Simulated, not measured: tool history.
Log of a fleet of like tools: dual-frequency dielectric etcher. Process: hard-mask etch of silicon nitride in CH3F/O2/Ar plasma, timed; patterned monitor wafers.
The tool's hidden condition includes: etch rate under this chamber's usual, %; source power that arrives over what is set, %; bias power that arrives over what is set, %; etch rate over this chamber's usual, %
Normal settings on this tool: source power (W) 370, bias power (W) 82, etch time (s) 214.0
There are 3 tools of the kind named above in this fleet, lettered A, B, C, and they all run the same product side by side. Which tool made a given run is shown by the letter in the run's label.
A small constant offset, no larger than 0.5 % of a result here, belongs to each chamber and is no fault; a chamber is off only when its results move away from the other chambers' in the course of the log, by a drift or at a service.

run   hour  source power (W)  bias power (W)  etch time (s)  hours since the last wet clean  hours since the last source power generator calibration  hours since the last bias power generator calibration  read-back reference wafer on the same gauge, depth_nm  mean etch depth across the wafer (nm)
 1C    7.0               370              82          214.0                            89.2                                                    453.7                                                 1387.9                                                 153.01                                 152.74
 2A   13.5               370              82          214.0                           342.2                                                    331.7                                                 3432.8                                                 152.89                                 153.07
 3B   18.0               370              82          214.0                           110.1                                                   1387.5                                                 3733.1                                                 153.06                                 152.20
 4A   25.7               370              82          214.0                           354.4                                                    343.9                                                 3445.0                                                 153.02                                 152.35
 5C   34.2               370              82          214.0                           116.4                                                    480.9                                                 1415.1                                                 152.98                                 153.82
 6B   42.8               370              82          214.0                           134.9                                                   1412.3                                                 3757.9                                                 153.03                                 152.06
 7B   51.9               370              82          214.0                           144.0                                                   1421.4                                                 3767.0                                                 153.10                                 152.67
 8A   60.2               370              82          214.0                           388.9                                                    378.4                                                 3479.5                                                 153.04                                 151.74
 9C   69.0               370              82          214.0                           151.2                                                    515.7                                                 1449.9                                                 153.03                                 152.65
10A   74.5               370              82          214.0                           403.2                                                    392.7                                                 3493.8                                                 153.06                                 152.79
11C   82.5               370              82          235.5                           164.7                                                    529.2                                                 1463.4                                                 153.11                                 168.32
12B   91.0               370              82          235.5                           183.1                                                   1460.5                                                 3806.1                                                 153.14                                 167.99
13C   99.3               370              82          235.5                           181.5                                                    546.0                                                 1480.2                                                 153.00                                 168.62
14A  106.7               370              82          214.0                           435.4                                                    424.9                                                 3526.0                                                 153.01                                 153.03
15B  114.7               370              82          214.0                           206.8                                                   1484.2                                                 3829.8                                                 152.96                                 152.70
16B  123.4               370              82          214.0                           215.5                                                   1492.9                                                 3838.5                                                 153.05                                 152.64
17C  129.3               370              82          214.0                           211.5                                                    576.0                                                 1510.2                                                 152.88                                 152.39
18A  135.0               370              82          243.0                           463.7                                                    453.2                                                 3554.3                                                 153.01                                 173.02
19C  140.3               370              82          243.0                           222.5                                                    587.0                                                 1521.2                                                 153.01                                 174.33
20B  147.9               370              82          243.0                           240.0                                                   1517.4                                                 3863.0                                                 152.97                                 173.51
21A  154.3               370              82          214.0                           483.0                                                    472.5                                                 3573.6                                                 152.94                                 152.09
22A  160.4               370              82          214.0                           489.1                                                    478.6                                                 3579.7                                                 153.02                                 151.96
23B  164.6               370              82          214.0                           256.7                                                   1534.1                                                 3879.7                                                 152.98                                 152.50
24C  172.8               370              82          214.0                           255.0                                                    619.5                                                 1553.7                                                 152.97                                 152.91
     180.3  -- chamber A: wet clean of the chamber
25A  180.6               370              82          214.0                             0.3                                                    498.8                                                 3599.9                                                 153.02                                 147.84
26B  187.8               330              82          214.0                           279.9                                                   1557.3                                                 3902.9                                                 153.05                                 145.74
27C  194.8               330              82          214.0                           277.0                                                    641.5                                                 1575.7                                                 152.99                                 146.56
28B  200.4               330              82          214.0                           292.5                                                   1569.9                                                 3915.5                                                 153.01                                 145.74
29C  209.5               370              66          214.0                           291.7                                                    656.2                                                 1590.4                                                 153.04                                 142.02
30A  217.8               370              66          214.0                            37.5                                                    536.0                                                 3637.1                                                 153.06                                 136.46
31B  225.3               370              66          214.0                           317.4                                                   1594.8                                                 3940.4                                                 153.00                                 141.67
     231.3  -- chamber A: bias power generator calibrated
32A  234.0               370              82          214.0                            53.7                                                    552.2                                                    2.7                                                 152.96                                 147.58
33C  239.6               370              82          214.0                           321.8                                                    686.3                                                 1620.5                                                 152.98                                 153.32
34A  246.5               370              82          214.0                            66.2                                                    564.7                                                   15.2                                                 153.10                                 147.32
35B  253.4               290              91          214.0                           345.5                                                   1622.9                                                 3968.5                                                 152.87                                 144.50
36C  259.9               290              91          214.0                           342.1                                                    706.6                                                 1640.8                                                 153.02                                 144.66
37C  264.4               290              91          214.0                           346.6                                                    711.1                                                 1645.3                                                 153.04                                 144.65
38B  271.3               370              82          214.0                           363.4                                                   1640.8                                                 3986.4                                                 153.04                                 153.42
39A  279.1               370              82          214.0                            98.8                                                    597.3                                                   47.8                                                 152.98                                 147.36

Is one chamber off against the others, does the gauge drift, or is nothing wrong? If a chamber is off, say which, and what the likeliest cause is.

Chamber A came out of a service off from its peers and stayed that way.
Likeliest cause: etch rate under this chamber's usual, % = 3.23.

Below are 4 candidate recipes for chamber A's next run, each the usual settings with a change, their results shown as question marks. Which of them brings A's results back in line with what the other chambers give on the usual settings?
A result is in line if it is within this distance of the other chambers' mean on the usual settings: mean etch depth across the wafer (nm) 1.50
40A-1  285.8               370              83          220.5                                                                                                                                                                                                                                             ?
40A-2  285.8               370              81          207.5                                                                                                                                                                                                                                             ?
40A-3  285.8               370              82          211.0                                                                                                                                                                                                                                             ?
40A-4  285.8               370              82          217.0                                                                                                                                                                                                                                             ?

The mean the other chambers reach with the usual settings: mean etch depth across the wafer (nm) 153.00
  run  mean etch depth across the wafer (nm)
40A-1                                 152.66
40A-2                                 142.40
40A-3                                 145.45
40A-4                                 149.58
Change 40A-1 lands the chamber within the allowed miss of the other chambers.

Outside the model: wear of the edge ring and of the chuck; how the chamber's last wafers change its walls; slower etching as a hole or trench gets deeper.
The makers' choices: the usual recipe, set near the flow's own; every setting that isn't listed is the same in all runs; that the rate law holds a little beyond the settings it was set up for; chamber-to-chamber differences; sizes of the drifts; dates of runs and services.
